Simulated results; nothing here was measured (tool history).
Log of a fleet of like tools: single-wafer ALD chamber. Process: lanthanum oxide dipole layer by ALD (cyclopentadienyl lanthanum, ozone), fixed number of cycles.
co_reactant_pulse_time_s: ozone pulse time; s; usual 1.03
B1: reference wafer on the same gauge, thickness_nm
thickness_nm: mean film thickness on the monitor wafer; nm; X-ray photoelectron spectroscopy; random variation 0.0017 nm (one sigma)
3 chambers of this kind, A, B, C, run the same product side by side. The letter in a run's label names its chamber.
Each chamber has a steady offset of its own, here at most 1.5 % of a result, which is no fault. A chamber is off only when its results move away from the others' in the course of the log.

Run 1B, hour 10.7: usual settings; B1 0.42204. Result: thickness_nm 0.49955 nm.
Run 2A, hour 25.5: usual settings; B1 0.42214. Result: thickness_nm 0.49917 nm.
Run 3C, hour 37.3: usual settings; B1 0.42202. Result: thickness_nm 0.50926 nm.
Run 4C, hour 47.2: usual settings; B1 0.4221. Result: thickness_nm 0.50861 nm.
At hour 50.5: chamber A: thermocouple changed; heater temperature recalibrated.
Run 5B, hour 57.4: usual settings; B1 0.42213. Result: thickness_nm 0.50066 nm.
Run 6A, hour 70.7: usual settings; B1 0.42211. Result: thickness_nm 0.49799 nm.
Run 7C, hour 78.9: usual settings; B1 0.42202. Result: thickness_nm 0.50702 nm.
Run 8B, hour 89: usual settings; B1 0.42175. Result: thickness_nm 0.49911 nm.
Run 9A, hour 100.8: usual settings; B1 0.42182. Result: thickness_nm 0.49662 nm.
Run 10A, hour 113.3: usual settings; B1 0.42205. Result: thickness_nm 0.49895 nm.
Run 11C, hour 127.6: usual settings; B1 0.42225. Result: thickness_nm 0.5098 nm.
Run 12B, hour 134.6: usual settings; B1 0.42173. Result: thickness_nm 0.50055 nm.
Run 13B, hour 147.4: usual settings; B1 0.42187. Result: thickness_nm 0.50112 nm.
Run 14A, hour 154.6: usual settings; B1 0.4222. Result: thickness_nm 0.49803 nm.
Run 15C, hour 163.5: usual settings; B1 0.42218. Result: thickness_nm 0.508 nm.
Run 16C, hour 170.7: usual settings; B1 0.42192. Result: thickness_nm 0.50692 nm.
Run 17B, hour 184.3: usual settings; B1 0.4215. Result: thickness_nm 0.49669 nm.
Run 18A, hour 196.9: usual settings; B1 0.4218. Result: thickness_nm 0.49937 nm.
Run 19C, hour 209.9: usual settings; B1 0.42215. Result: thickness_nm 0.51151 nm.
At hour 218.2: chamber B: ozone generator serviced.
Run 20B, hour 222.3: usual settings but co_reactant_pulse_time_s 0.77 s; B1 0.42197. Result: thickness_nm 0.44927 nm.
Run 21A, hour 236.9: usual settings but co_reactant_pulse_time_s 0.77 s; B1 0.42188. Result: thickness_nm 0.45117 nm.
Run 22A, hour 249.5: usual settings but co_reactant_pulse_time_s 0.77 s; B1 0.42176. Result: thickness_nm 0.44551 nm.
Run 23B, hour 263.8: usual settings; B1 0.42203. Result: thickness_nm 0.49935 nm.
Run 24C, hour 271.8: usual settings but co_reactant_pulse_time_s 0.84 s; B1 0.42171. Result: thickness_nm 0.4708 nm.
Run 25A, hour 285.4: usual settings but co_reactant_pulse_time_s 0.84 s; B1 0.42175. Result: thickness_nm 0.46252 nm.
Run 26B, hour 295: usual settings but co_reactant_pulse_time_s 0.84 s; B1 0.42186. Result: thickness_nm 0.46634 nm.

Next, every chamber runs the same settings. What will each give?
Run 27A, hour 306: usual settings. Result: thickness_nm ?.
Run 27B, hour 306: usual settings. Result: thickness_nm ?.
Run 27C, hour 306: usual settings. Result: thickness_nm ?.

run  thickness_nm
27A       0.50074
27B       0.50157
27C       0.50431
